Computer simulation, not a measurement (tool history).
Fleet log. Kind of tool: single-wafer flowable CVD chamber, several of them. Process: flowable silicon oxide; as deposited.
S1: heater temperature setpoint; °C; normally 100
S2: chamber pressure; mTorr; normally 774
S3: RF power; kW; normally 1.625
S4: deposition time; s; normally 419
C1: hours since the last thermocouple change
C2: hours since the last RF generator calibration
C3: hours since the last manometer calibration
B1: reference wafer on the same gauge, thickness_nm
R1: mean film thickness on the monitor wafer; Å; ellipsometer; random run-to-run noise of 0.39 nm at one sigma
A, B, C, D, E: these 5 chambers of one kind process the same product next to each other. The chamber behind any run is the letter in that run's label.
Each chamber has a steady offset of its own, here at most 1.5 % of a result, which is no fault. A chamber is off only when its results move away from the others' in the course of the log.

| run | hour | S1 | S2 | S3 | S4 | C1 | C2 | C3 | B1 | R1 |
|---|---|---|---|---|---|---|---|---|---|---|
| 1D | 9.5 | 100 | 774 | 1.625 | 419 | 188.6 | 469.9 | 1321.1 | 229.08 | 2318.1 |
| 2A | 15.6 | 100 | 774 | 1.625 | 419 | 310.6 | 1800.2 | 199.2 | 229.14 | 2330.9 |
| 3C | 20.9 | 100 | 774 | 1.625 | 419 | 861.7 | 1471.8 | 1294.1 | 229.21 | 2315.9 |
| 4E | 26.1 | 100 | 774 | 1.625 | 419 | 402.5 | 779.9 | 1536.5 | 229.27 | 2292.2 |
| 5B | 33.4 | 100 | 774 | 1.625 | 419 | 1006.4 | 2383.0 | 499.1 | 229.29 | 2353.1 |
| 6C | 38.4 | 100 | 774 | 1.625 | 419 | 879.2 | 1489.3 | 1311.6 | 229.33 | 2322.9 |
| 7B | 46.1 | 100 | 774 | 1.625 | 419 | 1019.1 | 2395.7 | 511.8 | 229.41 | 2352.5 |
| 8E | 55.3 | 100 | 774 | 1.625 | 419 | 431.7 | 809.1 | 1565.7 | 229.47 | 2304.1 |
| 9D | 61.0 | 100 | 774 | 1.625 | 419 | 240.1 | 521.4 | 1372.6 | 229.40 | 2318.5 |
| 10A | 69.5 | 100 | 774 | 1.625 | 419 | 364.5 | 1854.1 | 253.1 | 229.52 | 2344.6 |
| 11A | 75.4 | 100 | 774 | 1.625 | 419 | 370.4 | 1860.0 | 259.0 | 229.60 | 2345.6 |
| 12C | 81.2 | 100 | 896 | 1.625 | 419 | 922.0 | 1532.1 | 1354.4 | 229.64 | 2803.6 |
|  | 85.3 | chamber D: capacitance manometer re-zeroed and calibrated |
| 13D | 89.1 | 100 | 896 | 1.625 | 419 | 268.2 | 549.5 | 3.9 | 229.65 | 2794.0 |
| 14B | 98.2 | 100 | 896 | 1.625 | 419 | 1071.2 | 2447.8 | 563.9 | 229.75 | 2853.5 |
| 15E | 102.4 | 100 | 896 | 1.625 | 419 | 478.8 | 856.2 | 1612.8 | 229.81 | 2774.4 |
| 16D | 107.5 | 100 | 896 | 1.625 | 419 | 286.6 | 567.9 | 22.3 | 229.97 | 2793.2 |
| 17A | 113.8 | 100 | 774 | 1.880 | 419 | 408.8 | 1898.4 | 297.4 | 229.85 | 2439.1 |
| 18C | 121.9 | 100 | 774 | 1.880 | 419 | 962.7 | 1572.8 | 1395.1 | 229.97 | 2419.3 |
| 19B | 128.9 | 100 | 774 | 1.880 | 419 | 1101.9 | 2478.5 | 594.6 | 229.91 | 2457.1 |
| 20E | 135.4 | 100 | 774 | 1.880 | 419 | 511.8 | 889.2 | 1645.8 | 230.03 | 2402.2 |
| 21D | 139.7 | 100 | 774 | 1.880 | 419 | 318.8 | 600.1 | 54.5 | 230.18 | 2422.8 |
| 22B | 148.5 | 100 | 774 | 1.625 | 419 | 1121.5 | 2498.1 | 614.2 | 230.22 | 2371.9 |
|  | 151.6 | chamber A: RF generator calibrated |
| 23E | 152.6 | 100 | 774 | 1.625 | 419 | 529.0 | 906.4 | 1663.0 | 230.29 | 2306.4 |
| 24C | 160.3 | 87 | 599 | 1.625 | 419 | 1001.1 | 1611.2 | 1433.5 | 230.27 | 2534.0 |
| 25A | 166.1 | 87 | 599 | 1.625 | 419 | 461.1 | 14.6 | 349.7 | 230.17 | 2524.1 |
| 26E | 173.8 | 87 | 599 | 1.625 | 419 | 550.2 | 927.6 | 1684.2 | 230.36 | 2491.5 |
| 27C | 182.9 | 87 | 599 | 1.625 | 419 | 1023.7 | 1633.8 | 1456.1 | 230.43 | 2539.6 |
| 28A | 187.4 | 87 | 599 | 1.625 | 419 | 482.4 | 35.9 | 371.0 | 230.48 | 2522.7 |
| 29D | 194.8 | 100 | 774 | 1.625 | 419 | 373.9 | 655.2 | 109.6 | 230.49 | 2320.8 |
| 30B | 200.8 | 100 | 774 | 1.625 | 419 | 1173.8 | 2550.4 | 666.5 | 230.58 | 2365.4 |

Each of the 5 chambers runs these same settings next. Fill in every chamber's results:
| 31A | 207.6 | 100 | 774 | 1.420 | 419 |  |  |  |  | ? |
| 31B | 207.6 | 100 | 774 | 1.420 | 419 |  |  |  |  | ? |
| 31C | 207.6 | 100 | 774 | 1.420 | 419 |  |  |  |  | ? |
| 31D | 207.6 | 100 | 774 | 1.420 | 419 |  |  |  |  | ? |
| 31E | 207.6 | 100 | 774 | 1.420 | 419 |  |  |  |  | ? |

| run | R1 |
|---|---|
| 31A | 2250.2 |
| 31B | 2266.1 |
| 31C | 2238.7 |
| 31D | 2232.4 |
| 31E | 2218.3 |
